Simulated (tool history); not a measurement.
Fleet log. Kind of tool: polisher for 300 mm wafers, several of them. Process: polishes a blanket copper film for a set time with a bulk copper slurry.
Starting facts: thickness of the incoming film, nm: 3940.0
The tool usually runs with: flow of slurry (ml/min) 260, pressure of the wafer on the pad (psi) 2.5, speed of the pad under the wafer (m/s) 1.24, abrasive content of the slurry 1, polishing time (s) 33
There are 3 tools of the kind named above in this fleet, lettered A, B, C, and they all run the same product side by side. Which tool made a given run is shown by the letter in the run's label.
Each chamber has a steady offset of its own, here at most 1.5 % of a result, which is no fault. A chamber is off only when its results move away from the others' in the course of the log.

run,hour,flow of slurry (ml/min),pressure of the wafer on the pad (psi),speed of the pad under the wafer (m/s),abrasive content of the slurry,polishing time (s),film removed (nm)
1A,12,260,2.5,1.24,1,33,352.22
2C,19.2,260,2.5,1.24,1,33,353.77
3B,30.7,260,2.5,1.24,1,33,355.5
# hour 32.9: chamber B: slurry blender recalibrated
4A,43.7,260,2.5,1.24,1,33,350.56
5C,51.5,260,2.5,1.24,1,33,352.55
# hour 54.2: chamber C: worn pad replaced by a new one
6B,63.2,260,2.5,1.24,1,33,356.86
# hour 68.1: chamber C: slurry nozzle cleaned
7B,75.1,260,2.5,1.24,1,33,362.48
# hour 78.9: chamber A: worn pad replaced by a new one
8C,82.1,260,2.5,1.24,1,33,347.53
9A,90.2,260,2.5,1.24,1,33,351.44
10C,101.2,260,2.5,1.24,1,33,354.27
11B,110.7,320,2.5,1.24,1,33,370.93
12A,117.8,320,2.5,1.24,1,33,356.6
# hour 128.3: chamber C: worn pad replaced by a new one
# hour 129.9: chamber C: slurry blender recalibrated
13A,131.5,320,2.5,1.24,1,33,356.69
14B,144.8,260,2.5,1.24,1,33,353.22
# hour 145.9: chamber B: head pressure recalibrated
15C,158,260,2.5,1.24,1,33,361.63
# hour 165.7: chamber A: worn pad replaced by a new one
16A,167.2,260,2.5,1.24,1,33,346.15
17C,177.5,260,2.5,1.24,1,33,340.65
18B,185.9,260,1.9,1.24,1,33,262.4
# hour 193.1: chamber B: slurry nozzle cleaned
19A,197.9,260,1.9,1.24,1,33,260.87
# hour 208.6: chamber C: worn pad replaced by a new one
20B,210.6,260,1.9,1.24,1,33,261.12
# hour 214.6: chamber B: slurry blender recalibrated
21C,225.7,260,2.5,1.24,1,33,343.29
22A,234.4,290,2.5,1.24,1,33,357.47
23B,244.6,290,2.5,1.24,1,33,349.88
# hour 246.9: chamber A: worn pad replaced by a new one
24C,253,290,2.5,1.24,1,33,353.9
25B,263.6,260,2.5,1.24,1,33,332.05
26A,271.5,260,2.5,1.24,1,33,351.47
27C,283.7,260,2.5,1.24,1,33,349.13
# hour 289.9: chamber C: worn pad replaced by a new one
28A,292.2,260,2.5,1.24,1,33,359.38
29C,300.3,320,2.5,1.24,1,33,355.59
30B,314.1,320,2.5,1.24,1,33,339.23
31B,328.4,320,2.5,1.24,1,33,333.16
# hour 338.2: chamber A: worn pad replaced by a new one
32A,340.2,260,2.5,1.24,1,33,350.66
33C,352.5,260,2.5,1.24,1,33,356.43
34C,359.2,260,2.5,1.24,1,33,354.35
35B,365.9,260,2.5,1.24,1,33,325.77
36A,378.4,215,2.5,1.24,1,33,349.04
# hour 378.6: chamber C: worn pad replaced by a new one
# hour 386.5: chamber A: slurry blender recalibrated
37C,392.4,215,2.5,1.24,1,33,350.17
38A,401.6,215,2.5,1.24,1,33,344.92

All chambers now run identical settings, listed one chamber a line with results as question marks. What results will each chamber show?
39A,412.6,260,2.5,1.24,1,37,?
39B,412.6,260,2.5,1.24,1,37,?
39C,412.6,260,2.5,1.24,1,37,?

run,film removed (nm)
39A,390.35
39B,358.39
39C,386.13
